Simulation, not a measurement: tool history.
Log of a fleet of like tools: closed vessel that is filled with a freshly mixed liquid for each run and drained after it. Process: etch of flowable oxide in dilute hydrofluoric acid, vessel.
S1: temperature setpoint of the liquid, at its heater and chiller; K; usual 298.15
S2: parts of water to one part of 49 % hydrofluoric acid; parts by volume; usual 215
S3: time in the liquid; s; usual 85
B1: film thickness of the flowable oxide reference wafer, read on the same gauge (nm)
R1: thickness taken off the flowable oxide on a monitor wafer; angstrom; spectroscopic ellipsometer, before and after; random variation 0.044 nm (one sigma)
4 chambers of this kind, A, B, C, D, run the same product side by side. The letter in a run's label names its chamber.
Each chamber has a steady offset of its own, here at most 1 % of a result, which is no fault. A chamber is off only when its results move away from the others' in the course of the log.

{"run": "1D", "hour": 9.9, "S1": 298.15, "S2": 215, "S3": 85, "B1": 30.021, "R1": 116.77}
{"run": "2A", "hour": 16.3, "S1": 298.15, "S2": 215, "S3": 85, "B1": 29.999, "R1": 115.48}
{"hour": 21.0, "done": "chamber C: thermometer replaced"}
{"run": "3C", "hour": 23.1, "S1": 298.15, "S2": 215, "S3": 85, "B1": 29.991, "R1": 116.9}
{"run": "4B", "hour": 33.0, "S1": 298.15, "S2": 215, "S3": 85, "B1": 30.001, "R1": 116.48}
{"run": "5C", "hour": 37.9, "S1": 298.15, "S2": 215, "S3": 85, "B1": 30.002, "R1": 117.67}
{"run": "6B", "hour": 44.8, "S1": 298.15, "S2": 215, "S3": 85, "B1": 30.017, "R1": 116.26}
{"run": "7A", "hour": 55.3, "S1": 298.15, "S2": 215, "S3": 85, "B1": 30.002, "R1": 115.91}
{"run": "8D", "hour": 65.1, "S1": 298.15, "S2": 215, "S3": 85, "B1": 29.961, "R1": 116.51}
{"run": "9A", "hour": 69.7, "S1": 302.15, "S2": 215, "S3": 55, "B1": 29.994, "R1": 87.06}
{"run": "10D", "hour": 79.7, "S1": 302.15, "S2": 215, "S3": 55, "B1": 29.998, "R1": 86.568}
{"run": "11C", "hour": 86.6, "S1": 302.15, "S2": 215, "S3": 55, "B1": 29.997, "R1": 87.028}
{"run": "12B", "hour": 91.9, "S1": 302.15, "S2": 215, "S3": 55, "B1": 30.027, "R1": 87.231}
{"run": "13C", "hour": 100.5, "S1": 298.15, "S2": 215, "S3": 85, "B1": 30.036, "R1": 116.88}
{"run": "14D", "hour": 105.1, "S1": 298.15, "S2": 215, "S3": 85, "B1": 29.991, "R1": 116.4}
{"run": "15B", "hour": 114.4, "S1": 298.15, "S2": 215, "S3": 85, "B1": 29.998, "R1": 115.75}
{"run": "16A", "hour": 122.6, "S1": 298.15, "S2": 215, "S3": 85, "B1": 30.013, "R1": 116.41}
{"run": "17B", "hour": 131.5, "S1": 298.15, "S2": 215, "S3": 85, "B1": 29.997, "R1": 115.93}
{"run": "18C", "hour": 141.4, "S1": 298.15, "S2": 215, "S3": 85, "B1": 30.023, "R1": 116.93}
{"run": "19D", "hour": 147.5, "S1": 298.15, "S2": 215, "S3": 85, "B1": 30.01, "R1": 116.6}
{"run": "20A", "hour": 157.8, "S1": 298.15, "S2": 215, "S3": 85, "B1": 29.965, "R1": 116.45}
{"run": "21A", "hour": 167.4, "S1": 298.15, "S2": 215, "S3": 85, "B1": 29.985, "R1": 116.17}
{"run": "22D", "hour": 172.7, "S1": 293.15, "S2": 215, "S3": 45, "B1": 29.983, "R1": 51.14}
{"run": "23C", "hour": 180.6, "S1": 293.15, "S2": 215, "S3": 45, "B1": 30.012, "R1": 51.274}
{"hour": 187.9, "done": "chamber D: thermometer replaced"}
{"run": "24B", "hour": 188.1, "S1": 293.15, "S2": 215, "S3": 45, "B1": 29.984, "R1": 51.03}
{"run": "25C", "hour": 196.2, "S1": 293.15, "S2": 215, "S3": 45, "B1": 29.973, "R1": 51.029}
{"run": "26A", "hour": 201.8, "S1": 298.15, "S2": 215, "S3": 85, "B1": 30.016, "R1": 116.22}
{"run": "27D", "hour": 207.7, "S1": 298.15, "S2": 215, "S3": 85, "B1": 30.006, "R1": 116.12}
{"run": "28B", "hour": 217.5, "S1": 298.15, "S2": 215, "S3": 85, "B1": 30.015, "R1": 116.73}
{"run": "29B", "hour": 228.0, "S1": 298.15, "S2": 215, "S3": 85, "B1": 29.986, "R1": 116.5}
{"run": "30D", "hour": 236.3, "S1": 298.15, "S2": 310, "S3": 105, "B1": 30.007, "R1": 91.365}
{"run": "31C", "hour": 242.8, "S1": 298.15, "S2": 310, "S3": 105, "B1": 29.99, "R1": 90.333}
{"run": "32A", "hour": 248.9, "S1": 298.15, "S2": 310, "S3": 105, "B1": 30.006, "R1": 90.503}
{"run": "33C", "hour": 256.1, "S1": 298.15, "S2": 310, "S3": 105, "B1": 29.978, "R1": 90.166}
{"run": "34B", "hour": 264.8, "S1": 298.15, "S2": 215, "S3": 85, "B1": 29.984, "R1": 116.79}
{"run": "35A", "hour": 269.9, "S1": 298.15, "S2": 315, "S3": 85, "B1": 30.001, "R1": 71.398}
{"run": "36D", "hour": 276.0, "S1": 298.15, "S2": 315, "S3": 85, "B1": 29.977, "R1": 72.063}
{"run": "37C", "hour": 285.5, "S1": 298.15, "S2": 315, "S3": 85, "B1": 30.008, "R1": 71.408}
{"run": "38A", "hour": 290.1, "S1": 298.15, "S2": 315, "S3": 85, "B1": 29.997, "R1": 71.391}
{"run": "39D", "hour": 300.2, "S1": 298.15, "S2": 215, "S3": 85, "B1": 29.954, "R1": 116.42}

Is one chamber off against the others, does the gauge drift, or is nothing wrong? If a chamber is off, say which, and what the likeliest cause is.

No chamber stands off beyond its own small offset, and the gauge holds steady.

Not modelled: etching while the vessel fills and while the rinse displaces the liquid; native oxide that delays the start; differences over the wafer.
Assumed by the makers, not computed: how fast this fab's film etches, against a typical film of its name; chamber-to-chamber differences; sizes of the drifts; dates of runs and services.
